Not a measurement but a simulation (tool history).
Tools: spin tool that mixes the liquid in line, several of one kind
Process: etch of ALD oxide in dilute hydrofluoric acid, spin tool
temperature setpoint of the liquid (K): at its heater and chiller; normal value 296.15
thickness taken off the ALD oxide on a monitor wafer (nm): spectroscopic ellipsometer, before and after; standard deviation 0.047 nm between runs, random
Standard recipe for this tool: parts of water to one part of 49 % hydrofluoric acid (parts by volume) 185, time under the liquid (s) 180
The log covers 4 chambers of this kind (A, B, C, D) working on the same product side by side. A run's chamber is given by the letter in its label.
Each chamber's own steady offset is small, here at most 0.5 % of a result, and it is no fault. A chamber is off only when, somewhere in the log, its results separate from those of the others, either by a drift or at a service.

run,day,temperature setpoint of the liquid (K),parts of water to one part of 49 % hydrofluoric acid (parts by volume),time under the liquid (s),"read-back film thickness of the ALD oxide reference wafer, read on the same gauge (nm)",thickness taken off the ALD oxide on a monitor wafer (nm)
1C,0.288,296.15,185,180,40.005,8.3764
2D,0.825,296.15,185,180,39.998,8.3297
3B,1.212,296.15,185,180,39.984,8.2911
4A,1.796,296.15,185,180,40.003,8.4012
# day 1.833: chamber B: hydrofluoric acid flow meter replaced
5B,2.112,296.15,185,180,39.991,8.3373
6C,2.517,296.15,185,180,40.008,8.4688
7D,3.067,296.15,155,225,40.011,12.828
8A,3.6,296.15,155,225,40.012,12.8
9C,4.121,296.15,155,225,39.991,12.774
10A,4.508,296.15,155,225,40.012,12.84
11B,4.792,296.15,185,180,39.986,8.4591
# day 4.933: chamber A: thermometer replaced
12D,5.388,291.15,185,180,40.001,6.8896
13C,5.742,291.15,185,180,39.988,6.8729
14A,6.354,291.15,185,180,39.995,6.8871
15D,6.771,291.15,185,180,39.995,6.8609
16B,7.379,296.15,185,180,39.996,8.5569
17A,7.808,296.15,185,180,39.985,8.4049
18D,8.329,296.15,185,180,40.002,8.2335
19C,8.967,296.15,185,180,40.002,8.2958
20B,9.275,296.15,185,180,40.008,8.7324
21D,9.808,296.15,185,180,39.996,8.3404
22B,10.204,296.15,185,180,40.015,8.784
23A,10.542,296.15,185,180,39.983,8.3099
24C,10.829,296.15,185,180,40.004,8.3654
25B,11.417,296.15,185,180,40.019,8.8556
26D,11.788,296.15,185,180,39.992,8.3425
27C,12.142,296.15,185,180,39.993,8.3766

For the next run the whole fleet of 4 chambers uses the same settings. Give each chamber's results:
28A,12.6,296.15,110,180,,?
28B,12.6,296.15,110,180,,?
28C,12.6,296.15,110,180,,?
28D,12.6,296.15,110,180,,?

run,thickness taken off the ALD oxide on a monitor wafer (nm)
28A,15.345
28B,16.304
28C,15.609
28D,15.125

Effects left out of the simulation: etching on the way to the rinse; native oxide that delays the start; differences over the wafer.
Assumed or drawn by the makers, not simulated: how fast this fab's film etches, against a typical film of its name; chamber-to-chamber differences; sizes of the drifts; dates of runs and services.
